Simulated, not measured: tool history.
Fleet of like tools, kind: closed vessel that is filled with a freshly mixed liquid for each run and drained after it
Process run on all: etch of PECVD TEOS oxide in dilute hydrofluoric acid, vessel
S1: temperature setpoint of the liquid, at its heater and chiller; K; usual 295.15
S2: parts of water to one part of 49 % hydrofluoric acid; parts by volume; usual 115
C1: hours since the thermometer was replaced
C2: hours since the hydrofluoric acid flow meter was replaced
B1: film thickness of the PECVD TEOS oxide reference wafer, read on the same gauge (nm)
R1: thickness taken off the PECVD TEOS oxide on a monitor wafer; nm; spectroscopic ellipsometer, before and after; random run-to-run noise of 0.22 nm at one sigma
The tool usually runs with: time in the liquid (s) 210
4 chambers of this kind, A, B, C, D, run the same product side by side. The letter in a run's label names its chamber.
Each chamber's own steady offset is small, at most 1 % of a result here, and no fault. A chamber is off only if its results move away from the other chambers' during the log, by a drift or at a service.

{"run": "1A", "hour": 9.3, "S1": 295.15, "S2": 115, "time in the liquid (s)": 210, "C1": 530.4, "C2": 843.4, "B1": 79.991, "R1": 22.874}
{"run": "2B", "hour": 17.5, "S1": 295.15, "S2": 115, "time in the liquid (s)": 210, "C1": 1517.3, "C2": 925.6, "B1": 80.008, "R1": 23.796}
{"run": "3C", "hour": 29.5, "S1": 295.15, "S2": 115, "time in the liquid (s)": 210, "C1": 264.4, "C2": 782.1, "B1": 80.034, "R1": 23.283}
{"run": "4D", "hour": 40.9, "S1": 295.15, "S2": 115, "time in the liquid (s)": 210, "C1": 281.6, "C2": 432.3, "B1": 80.006, "R1": 23.136}
{"run": "5A", "hour": 57.4, "S1": 295.15, "S2": 115, "time in the liquid (s)": 210, "C1": 578.5, "C2": 891.5, "B1": 80.028, "R1": 23.322}
{"run": "6D", "hour": 65.0, "S1": 295.15, "S2": 115, "time in the liquid (s)": 210, "C1": 305.7, "C2": 456.4, "B1": 80.029, "R1": 22.993}
{"run": "7B", "hour": 75.9, "S1": 295.15, "S2": 115, "time in the liquid (s)": 210, "C1": 1575.7, "C2": 984, "B1": 79.998, "R1": 23.172}
{"hour": 83.7, "done": "chamber A: hydrofluoric acid flow meter replaced"}
{"run": "8C", "hour": 86.0, "S1": 295.15, "S2": 115, "time in the liquid (s)": 210, "C1": 320.9, "C2": 838.6, "B1": 79.976, "R1": 23.303}
{"run": "9D", "hour": 93.9, "S1": 295.15, "S2": 115, "time in the liquid (s)": 210, "C1": 334.6, "C2": 485.3, "B1": 79.979, "R1": 23.176}
{"run": "10A", "hour": 105.7, "S1": 295.15, "S2": 115, "time in the liquid (s)": 210, "C1": 626.8, "C2": 22.1, "B1": 79.982, "R1": 23.263}
{"run": "11B", "hour": 121.0, "S1": 295.15, "S2": 115, "time in the liquid (s)": 210, "C1": 1620.8, "C2": 1029.1, "B1": 80.027, "R1": 23.369}
{"run": "12C", "hour": 132.6, "S1": 295.15, "S2": 115, "time in the liquid (s)": 210, "C1": 367.5, "C2": 885.2, "B1": 79.981, "R1": 23.297}
{"run": "13B", "hour": 142.5, "S1": 295.15, "S2": 115, "time in the liquid (s)": 210, "C1": 1642.3, "C2": 1050.6, "B1": 80.033, "R1": 22.272}
{"run": "14C", "hour": 157.9, "S1": 295.15, "S2": 115, "time in the liquid (s)": 210, "C1": 392.8, "C2": 910.5, "B1": 79.962, "R1": 22.406}
{"run": "15A", "hour": 174.2, "S1": 295.15, "S2": 115, "time in the liquid (s)": 210, "C1": 695.3, "C2": 90.6, "B1": 80.002, "R1": 23.015}
{"run": "16D", "hour": 188.6, "S1": 295.15, "S2": 115, "time in the liquid (s)": 210, "C1": 429.3, "C2": 580, "B1": 80.033, "R1": 23.109}
{"run": "17D", "hour": 197.6, "S1": 295.15, "S2": 115, "time in the liquid (s)": 210, "C1": 438.3, "C2": 589, "B1": 80.012, "R1": 23.314}
{"run": "18C", "hour": 213.1, "S1": 295.15, "S2": 115, "time in the liquid (s)": 210, "C1": 448, "C2": 965.7, "B1": 80.025, "R1": 22.713}
{"run": "19B", "hour": 224.6, "S1": 295.15, "S2": 155, "time in the liquid (s)": 210, "C1": 1724.4, "C2": 1132.7, "B1": 80.004, "R1": 15.585}
{"run": "20A", "hour": 237.7, "S1": 295.15, "S2": 155, "time in the liquid (s)": 210, "C1": 758.8, "C2": 154.1, "B1": 80.003, "R1": 16.743}
{"hour": 248.7, "done": "chamber D: hydrofluoric acid flow meter replaced"}
{"run": "21D", "hour": 253.5, "S1": 295.15, "S2": 155, "time in the liquid (s)": 210, "C1": 494.2, "C2": 4.9, "B1": 80.038, "R1": 16.461}
{"run": "22C", "hour": 267.4, "S1": 295.15, "S2": 155, "time in the liquid (s)": 210, "C1": 502.3, "C2": 1020, "B1": 79.995, "R1": 16.405}
{"run": "23A", "hour": 276.7, "S1": 295.15, "S2": 115, "time in the liquid (s)": 210, "C1": 797.8, "C2": 193.1, "B1": 80.024, "R1": 23.45}
{"run": "24B", "hour": 284.6, "S1": 295.15, "S2": 115, "time in the liquid (s)": 210, "C1": 1784.4, "C2": 1192.7, "B1": 80.008, "R1": 21.008}

The same settings go to every chamber for the next run, one line per chamber below. Forecast the results for each:
{"run": "25A", "hour": 296.5, "S1": 295.15, "S2": 115, "time in the liquid (s)": 265, "R1": "?"}
{"run": "25B", "hour": 296.5, "S1": 295.15, "S2": 115, "time in the liquid (s)": 265, "R1": "?"}
{"run": "25C", "hour": 296.5, "S1": 295.15, "S2": 115, "time in the liquid (s)": 265, "R1": "?"}
{"run": "25D", "hour": 296.5, "S1": 295.15, "S2": 115, "time in the liquid (s)": 265, "R1": "?"}

run=25A R1=29.572
run=25B R1=26.57
run=25C R1=28.874
run=25D R1=29.015
